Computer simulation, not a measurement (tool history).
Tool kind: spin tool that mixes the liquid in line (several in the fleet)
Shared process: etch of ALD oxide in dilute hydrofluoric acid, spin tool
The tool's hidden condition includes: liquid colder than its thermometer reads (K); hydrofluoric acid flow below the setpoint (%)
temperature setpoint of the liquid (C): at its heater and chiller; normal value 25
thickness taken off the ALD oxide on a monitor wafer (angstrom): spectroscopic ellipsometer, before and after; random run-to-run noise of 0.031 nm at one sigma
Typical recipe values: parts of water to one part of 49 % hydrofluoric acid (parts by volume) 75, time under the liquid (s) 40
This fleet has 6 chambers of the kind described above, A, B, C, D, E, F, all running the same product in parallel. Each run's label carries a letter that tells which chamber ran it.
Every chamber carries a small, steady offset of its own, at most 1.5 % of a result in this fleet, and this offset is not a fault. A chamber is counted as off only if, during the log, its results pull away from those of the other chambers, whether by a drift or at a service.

run   hour  temperature setpoint of the liquid (C)  parts of water to one part of 49 % hydrofluoric acid (parts by volume)  time under the liquid (s)  hours since the thermometer was replaced  hours since the hydrofluoric acid flow meter was replaced  read-back film thickness of the ALD oxide reference wafer, read on the same gauge (nm)  thickness taken off the ALD oxide on a monitor wafer (angstrom)
 1D    5.3                                      25                                                                      75                         40                                     855.2                                                        289                                                                                  149.99                                                           55.556
 2C    8.7                                      25                                                                      75                         40                                     649.6                                                     1474.1                                                                                  150.02                                                           55.579
 3F   14.3                                      25                                                                      75                         40                                       694                                                     1103.5                                                                                  150.01                                                           56.435
 4E     19                                      25                                                                      75                         40                                    2530.2                                                      125.3                                                                                  149.99                                                           57.127
 5A   22.7                                      25                                                                      75                         40                                     185.6                                                      393.5                                                                                  149.98                                                           56.646
 6B   25.7                                      25                                                                      75                         40                                     154.7                                                     2177.9                                                                                  149.99                                                           54.978
 7F   30.5                                      23                                                                     100                         40                                     710.2                                                     1119.7                                                                                  150.01                                                           38.236
 8B   35.7                                      23                                                                     100                         40                                     164.7                                                     2187.9                                                                                  149.99                                                           37.345
 9E   42.4                                      23                                                                     100                         40                                    2553.6                                                      148.7                                                                                     150                                                           37.772
10C   47.2                                      23                                                                     100                         40                                     688.1                                                     1512.6                                                                                  150.01                                                           37.596
11A     53                                      23                                                                     100                         40                                     215.9                                                      423.8                                                                                     150                                                           37.808
12D   58.7                                      23                                                                     100                         40                                     908.6                                                      342.4                                                                                  150.01                                                           37.456
13B     65                                      25                                                                      75                         40                                       194                                                     2217.2                                                                                  150.01                                                           56.216
14E     68                                      25                                                                      75                         40                                    2579.2                                                      174.3                                                                                     150                                                           56.385
15F   73.2                                      25                                                                      75                         40                                     752.9                                                     1162.4                                                                                  149.98                                                            56.44
      75.8  -- chamber B: hydrofluoric acid flow meter replaced
16C     78                                      25                                                                      75                         40                                     718.9                                                     1543.4                                                                                  149.98                                                           55.974
17D   81.1                                      25                                                                      75                         40                                       931                                                      364.8                                                                                  149.99                                                           55.329
18A   86.8                                      25                                                                      75                         40                                     249.7                                                      457.6                                                                                  149.99                                                           56.908
19C   92.9                                      25                                                                      75                         60                                     733.8                                                     1558.3                                                                                  149.97                                                            83.62
20D   96.6                                      25                                                                      75                         60                                     946.5                                                      380.3                                                                                     150                                                           83.237
21A  102.1                                      25                                                                      75                         60                                       265                                                      472.9                                                                                     150                                                           84.439
22B  108.7                                      25                                                                      75                         60                                     237.7                                                         33                                                                                  150.02                                                           83.664
23E  114.6                                      25                                                                      75                         60                                    2625.8                                                      220.9                                                                                  149.99                                                           85.249
24F    121                                      25                                                                      75                         60                                     800.7                                                     1210.2                                                                                  149.99                                                           85.559
25F  125.6                                      25                                                                      75                         40                                     805.3                                                     1214.8                                                                                     150                                                           56.548
26D  129.1                                      25                                                                      75                         40                                       979                                                      412.8                                                                                  149.99                                                           55.684
27A  132.7                                      25                                                                      75                         40                                     295.6                                                      503.5                                                                                     150                                                           56.858
28C  138.5                                      25                                                                      75                         40                                     779.4                                                     1603.9                                                                                  150.02                                                           55.614
29E  144.8                                      25                                                                      75                         40                                      2656                                                      251.1                                                                                     150                                                           56.577
30B  149.4                                      25                                                                      75                         40                                     278.4                                                       73.7                                                                                  150.01                                                           56.089
     152.4  -- chamber E: thermometer replaced
31F  155.7                                      25                                                                      75                         40                                     835.4                                                     1244.9                                                                                  150.01                                                           56.624
32E  160.9                                      25                                                                      75                         40                                       8.6                                                      267.2                                                                                  149.98                                                           56.544
33D  163.9                                      25                                                                      75                         40                                    1013.8                                                      447.6                                                                                     150                                                           55.371
34B  168.9                                      25                                                                      75                         40                                     297.9                                                       93.2                                                                                  150.01                                                           55.615
35A  172.4                                      25                                                                      75                         40                                     335.3                                                      543.2                                                                                  150.01                                                           56.501
36C  179.1                                      25                                                                      75                         40                                       820                                                     1644.5                                                                                  150.01                                                           56.182
37C  185.7                                      23                                                                      75                         40                                     826.6                                                     1651.1                                                                                  149.98                                                           51.546
38E  190.9                                      23                                                                      75                         40                                      38.6                                                      297.2                                                                                  150.01                                                           52.294

All chambers now run identical settings, listed one chamber a line with results as question marks. What results will each chamber show?
39A  195.8                                      25                                                                      75                         40                                                                                                                                                                                                                                                             ?
39B  195.8                                      25                                                                      75                         40                                                                                                                                                                                                                                                             ?
39C  195.8                                      25                                                                      75                         40                                                                                                                                                                                                                                                             ?
39D  195.8                                      25                                                                      75                         40                                                                                                                                                                                                                                                             ?
39E  195.8                                      25                                                                      75                         40                                                                                                                                                                                                                                                             ?
39F  195.8                                      25                                                                      75                         40                                                                                                                                                                                                                                                             ?

run  thickness taken off the ALD oxide on a monitor wafer (angstrom)
39A                                                           57.258
39B                                                           56.261
39C                                                           55.425
39D                                                           55.314
39E                                                           56.311
39F                                                           56.608
